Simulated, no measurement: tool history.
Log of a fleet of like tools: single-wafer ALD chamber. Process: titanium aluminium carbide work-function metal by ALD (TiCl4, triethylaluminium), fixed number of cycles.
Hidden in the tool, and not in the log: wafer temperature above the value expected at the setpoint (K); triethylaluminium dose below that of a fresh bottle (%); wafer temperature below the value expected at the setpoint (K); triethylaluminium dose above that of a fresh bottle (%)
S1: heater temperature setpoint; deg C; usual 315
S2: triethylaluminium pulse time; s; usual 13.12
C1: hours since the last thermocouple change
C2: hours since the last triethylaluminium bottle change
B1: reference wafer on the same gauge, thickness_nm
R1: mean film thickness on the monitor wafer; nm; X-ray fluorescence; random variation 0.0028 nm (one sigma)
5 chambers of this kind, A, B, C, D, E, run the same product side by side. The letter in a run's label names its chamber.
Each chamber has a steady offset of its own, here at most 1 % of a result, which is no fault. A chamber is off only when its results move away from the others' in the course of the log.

run 1A day=0.338 | S1=315 S2=13.12 | C1=214.5 C2=720.6 | B1=2.6099 | R1=2.1744
run 2D day=0.696 | S1=315 S2=13.12 | C1=900.6 C2=325.7 | B1=2.6091 | R1=2.197
-- day=0.758 chamber A: triethylaluminium bottle replaced
run 3C day=0.892 | S1=315 S2=13.12 | C1=157.5 C2=916.8 | B1=2.6085 | R1=2.1944
run 4B day=1.15 | S1=315 S2=13.12 | C1=775.3 C2=557.5 | B1=2.6082 | R1=2.1785
run 5E day=1.592 | S1=325 S2=18.02 | C1=1397.2 C2=729.6 | B1=2.6073 | R1=2.2819
run 6B day=1.812 | S1=325 S2=18.02 | C1=791.2 C2=573.4 | B1=2.6084 | R1=2.2892
-- day=1.938 chamber E: triethylaluminium bottle replaced
run 7A day=2.029 | S1=325 S2=18.02 | C1=255.1 C2=30.5 | B1=2.6076 | R1=2.284
run 8C day=2.35 | S1=325 S2=18.02 | C1=192.5 C2=951.8 | B1=2.6067 | R1=2.3047
run 9D day=2.588 | S1=325 S2=18.02 | C1=946 C2=371.1 | B1=2.6062 | R1=2.3069
run 10E day=2.879 | S1=315 S2=13.12 | C1=1428.1 C2=22.7 | B1=2.6071 | R1=2.1702
run 11E day=3.254 | S1=315 S2=13.12 | C1=1437.1 C2=31.7 | B1=2.6063 | R1=2.1701
run 12A day=3.517 | S1=315 S2=13.12 | C1=290.8 C2=66.2 | B1=2.6049 | R1=2.1767
run 13C day=3.938 | S1=321 S2=8.24 | C1=230.6 C2=989.9 | B1=2.6052 | R1=2.1341
run 14D day=4.325 | S1=321 S2=8.24 | C1=987.7 C2=412.8 | B1=2.6051 | R1=2.1337
run 15B day=4.767 | S1=321 S2=8.24 | C1=862.1 C2=644.3 | B1=2.6043 | R1=2.1197
run 16A day=4.983 | S1=321 S2=8.24 | C1=326 C2=101.4 | B1=2.6036 | R1=2.1222
run 17E day=5.204 | S1=321 S2=8.24 | C1=1483.9 C2=78.5 | B1=2.6035 | R1=2.1117
run 18C day=5.504 | S1=315 S2=13.12 | C1=268.2 C2=1027.5 | B1=2.6033 | R1=2.1929
run 19D day=5.825 | S1=315 S2=13.12 | C1=1023.7 C2=448.8 | B1=2.6028 | R1=2.1899
run 20B day=6.125 | S1=310 S2=13.12 | C1=894.7 C2=676.9 | B1=2.6027 | R1=2.1282
run 21B day=6.533 | S1=310 S2=13.12 | C1=904.5 C2=686.7 | B1=2.602 | R1=2.1285
run 22E day=6.888 | S1=310 S2=13.12 | C1=1524.3 C2=118.9 | B1=2.6029 | R1=2.1243
run 23D day=7.175 | S1=310 S2=13.12 | C1=1056.1 C2=481.2 | B1=2.6019 | R1=2.1453
run 24A day=7.529 | S1=310 S2=13.12 | C1=387.1 C2=162.5 | B1=2.6009 | R1=2.126
run 25C day=7.833 | S1=315 S2=13.12 | C1=324.1 C2=1083.4 | B1=2.6003 | R1=2.1904
run 26E day=8.079 | S1=315 S2=13.12 | C1=1552.9 C2=147.5 | B1=2.5997 | R1=2.1639
run 27C day=8.512 | S1=315 S2=13.12 | C1=340.4 C2=1099.7 | B1=2.5997 | R1=2.1913
run 28D day=8.704 | S1=308 S2=16.3 | C1=1092.8 C2=517.9 | B1=2.6001 | R1=2.1373
run 29A day=8.954 | S1=308 S2=16.3 | C1=421.3 C2=196.7 | B1=2.6 | R1=2.1193
run 30B day=9.154 | S1=308 S2=16.3 | C1=967.4 C2=749.6 | B1=2.5987 | R1=2.1251
-- day=9.242 chamber D: thermocouple changed; heater temperature recalibrated
run 31E day=9.596 | S1=308 S2=16.3 | C1=1589.3 C2=183.9 | B1=2.5987 | R1=2.1151
run 32D day=10.042 | S1=308 S2=16.3 | C1=19.3 C2=550 | B1=2.5983 | R1=2.1355
run 33C day=10.258 | S1=326 S2=8.9 | C1=382.3 C2=1141.6 | B1=2.5971 | R1=2.198
run 34B day=10.529 | S1=326 S2=8.9 | C1=1000.4 C2=782.6 | B1=2.5988 | R1=2.1893
run 35A day=10.883 | S1=326 S2=8.9 | C1=467.6 C2=243 | B1=2.5967 | R1=2.1781
run 36D day=11.246 | S1=326 S2=8.9 | C1=48.2 C2=578.9 | B1=2.5967 | R1=2.1989
run 37B day=11.512 | S1=326 S2=8.9 | C1=1024 C2=806.2 | B1=2.5969 | R1=2.186

Next, every chamber runs the same settings. What will each give?
run 38A day=11.829 | S1=315 S2=13.12 | R1=?
run 38B day=11.829 | S1=315 S2=13.12 | R1=?
run 38C day=11.829 | S1=315 S2=13.12 | R1=?
run 38D day=11.829 | S1=315 S2=13.12 | R1=?
run 38E day=11.829 | S1=315 S2=13.12 | R1=?

run=38A R1=2.1597
run=38B R1=2.1708
run=38C R1=2.1835
run=38D R1=2.1796
run=38E R1=2.1657

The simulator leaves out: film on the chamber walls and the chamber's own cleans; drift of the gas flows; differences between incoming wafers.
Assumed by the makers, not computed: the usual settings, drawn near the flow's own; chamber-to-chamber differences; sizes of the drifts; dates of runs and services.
